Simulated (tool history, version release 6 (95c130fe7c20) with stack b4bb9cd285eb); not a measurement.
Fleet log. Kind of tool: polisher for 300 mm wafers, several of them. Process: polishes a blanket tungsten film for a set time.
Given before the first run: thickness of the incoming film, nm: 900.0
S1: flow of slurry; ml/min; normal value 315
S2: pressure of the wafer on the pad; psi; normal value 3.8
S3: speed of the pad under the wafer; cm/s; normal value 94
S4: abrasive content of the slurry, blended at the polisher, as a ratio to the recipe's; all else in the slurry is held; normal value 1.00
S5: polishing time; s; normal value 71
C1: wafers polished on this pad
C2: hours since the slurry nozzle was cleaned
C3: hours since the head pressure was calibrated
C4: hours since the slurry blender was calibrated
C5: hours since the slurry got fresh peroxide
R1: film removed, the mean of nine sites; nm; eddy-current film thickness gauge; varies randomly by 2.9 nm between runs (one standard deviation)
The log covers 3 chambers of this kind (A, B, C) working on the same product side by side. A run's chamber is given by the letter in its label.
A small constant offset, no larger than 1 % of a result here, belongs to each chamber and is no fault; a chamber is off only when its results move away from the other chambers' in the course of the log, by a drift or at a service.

At hour 5.4: chamber A: worn pad replaced by a new one.
Run 1B, hour 6.1: usual settings; C1 221; C2 223.3; C3 911.9; C4 24.3; C5 11.3. Result: R1 350.24 nm.
At hour 6.2: chamber A: slurry tank refilled with fresh slurry and peroxide.
At hour 12.3: chamber C: worn pad replaced by a new one.
Run 2A, hour 14.7: usual settings; C1 114; C2 594.5; C3 266.1; C4 224.3; C5 8.5. Result: R1 345.90 nm.
Run 3C, hour 24.4: usual settings; C1 148; C2 167.7; C3 1193.6; C4 209.7; C5 57.4. Result: R1 342.69 nm.
At hour 24.6: chamber B: head pressure recalibrated.
Run 4C, hour 37.5: usual settings; C1 308; C2 180.8; C3 1206.7; C4 222.8; C5 70.5. Result: R1 344.03 nm.
Run 5A, hour 49.0: usual settings; C1 534; C2 628.8; C3 300.4; C4 258.6; C5 42.8. Result: R1 345.12 nm.
At hour 51.2: chamber B: slurry nozzle cleaned.
At hour 53.7: chamber B: worn pad replaced by a new one.
Run 6B, hour 55.2: usual settings; C1 18; C2 4.0; C3 30.6; C4 73.4; C5 60.4. Result: R1 345.41 nm.
At hour 56.1: chamber A: slurry nozzle cleaned.
Run 7A, hour 67.2: usual settings; C1 757; C2 11.2; C3 318.6; C4 276.8; C5 61.0. Result: R1 340.68 nm.
Run 8B, hour 80.9: usual settings; C1 333; C2 29.7; C3 56.3; C4 99.1; C5 86.1. Result: R1 347.71 nm.
At hour 86.5: chamber C: slurry blender recalibrated.
At hour 88.1: chamber A: worn pad replaced by a new one.
Run 9C, hour 92.5: usual settings; C1 981; C2 235.8; C3 1261.7; C4 6.0; C5 125.5. Result: R1 347.89 nm.
At hour 95.9: chamber C: worn pad replaced by a new one.
Run 10B, hour 99.5: usual settings; C1 561; C2 48.3; C3 74.9; C4 117.7; C5 104.7. Result: R1 345.36 nm.
At hour 105.8: chamber B: slurry tank refilled with fresh slurry and peroxide.
Run 11C, hour 105.8: usual settings; C1 121; C2 249.1; C3 1275.0; C4 19.3; C5 138.8. Result: R1 351.50 nm.
At hour 107.2: chamber C: slurry tank refilled with fresh slurry and peroxide.
Run 12A, hour 117.9: usual settings but S1 230 ml/min, S4 0.75; C1 365; C2 61.9; C3 369.3; C4 327.5; C5 111.7. Result: R1 312.70 nm.
Run 13A, hour 130.2: usual settings but S1 230 ml/min, S4 0.75; C1 515; C2 74.2; C3 381.6; C4 339.8; C5 124.0. Result: R1 314.87 nm.
At hour 130.5: chamber B: worn pad replaced by a new one.
At hour 135.7: chamber C: head pressure recalibrated.
Run 14C, hour 137.6: usual settings but S1 230 ml/min, S4 0.75; C1 511; C2 280.9; C3 1.9; C4 51.1; C5 30.4. Result: R1 312.79 nm.
Run 15B, hour 148.1: usual settings; C1 216; C2 96.9; C3 123.5; C4 166.3; C5 42.3. Result: R1 342.76 nm.
Run 16B, hour 155.7: usual settings; C1 309; C2 104.5; C3 131.1; C4 173.9; C5 49.9. Result: R1 345.31 nm.
Run 17C, hour 164.1: usual settings; C1 835; C2 307.4; C3 28.4; C4 77.6; C5 56.9. Result: R1 347.57 nm.
Run 18A, hour 172.5: usual settings; C1 1033; C2 116.5; C3 423.9; C4 382.1; C5 166.3. Result: R1 349.31 nm.
At hour 179.0: chamber A: worn pad replaced by a new one.
Run 19B, hour 184.3: usual settings; C1 659; C2 133.1; C3 159.7; C4 202.5; C5 78.5. Result: R1 351.61 nm.
At hour 188.8: chamber C: worn pad replaced by a new one.
Run 20C, hour 193.8: usual settings; C1 61; C2 337.1; C3 58.1; C4 107.3; C5 86.6. Result: R1 345.90 nm.
At hour 200.9: chamber B: worn pad replaced by a new one.
At hour 202.9: chamber A: slurry tank refilled with fresh slurry and peroxide.
At hour 204.3: chamber B: slurry tank refilled with fresh slurry and peroxide.
Run 21A, hour 204.9: usual settings; C1 317; C2 148.9; C3 456.3; C4 414.5; C5 2.0. Result: R1 360.49 nm.
At hour 215.5: chamber B: slurry blender recalibrated.
Run 22B, hour 216.0: usual settings; C1 185; C2 164.8; C3 191.4; C4 0.5; C5 11.8. Result: R1 341.28 nm.

Does one chamber stand apart from the rest, does the shared gauge drift, or is all well apart from small per-chamber offsets? Give the chamber and the most likely cause, where there is one.

It is chamber A that slowly wanders off from its peers.
What lies behind it: head's pressure above its setpoint, % = 6.27.

Chamber A could run next with any of the 4 candidate recipes listed below; each alters the usual settings, and their results appear as question marks. Which one brings its results back in line with what the other chambers deliver on the usual settings?
Allowed miss from the other chambers' usual-settings mean, per result, to count as in line: R1 10.00 nm
Run 23A-1, hour 225.9: usual settings but S2 3.7 psi, S3 90 cm/s, S5 68 s. Result: R1 ?.
Run 23A-2, hour 225.9: usual settings but S2 4.0 psi. Result: R1 ?.
Run 23A-3, hour 225.9: usual settings but S1 320 ml/min, S5 78 s. Result: R1 ?.
Run 23A-4, hour 225.9: usual settings but S3 92 cm/s, S5 69 s. Result: R1 ?.

The mean the other chambers reach with the usual settings: R1 347.03 nm
  run      R1
23A-1  324.90
23A-2  382.96
23A-3  400.36
23A-4  346.11
23A-4 puts the chamber back in line with the other chambers.

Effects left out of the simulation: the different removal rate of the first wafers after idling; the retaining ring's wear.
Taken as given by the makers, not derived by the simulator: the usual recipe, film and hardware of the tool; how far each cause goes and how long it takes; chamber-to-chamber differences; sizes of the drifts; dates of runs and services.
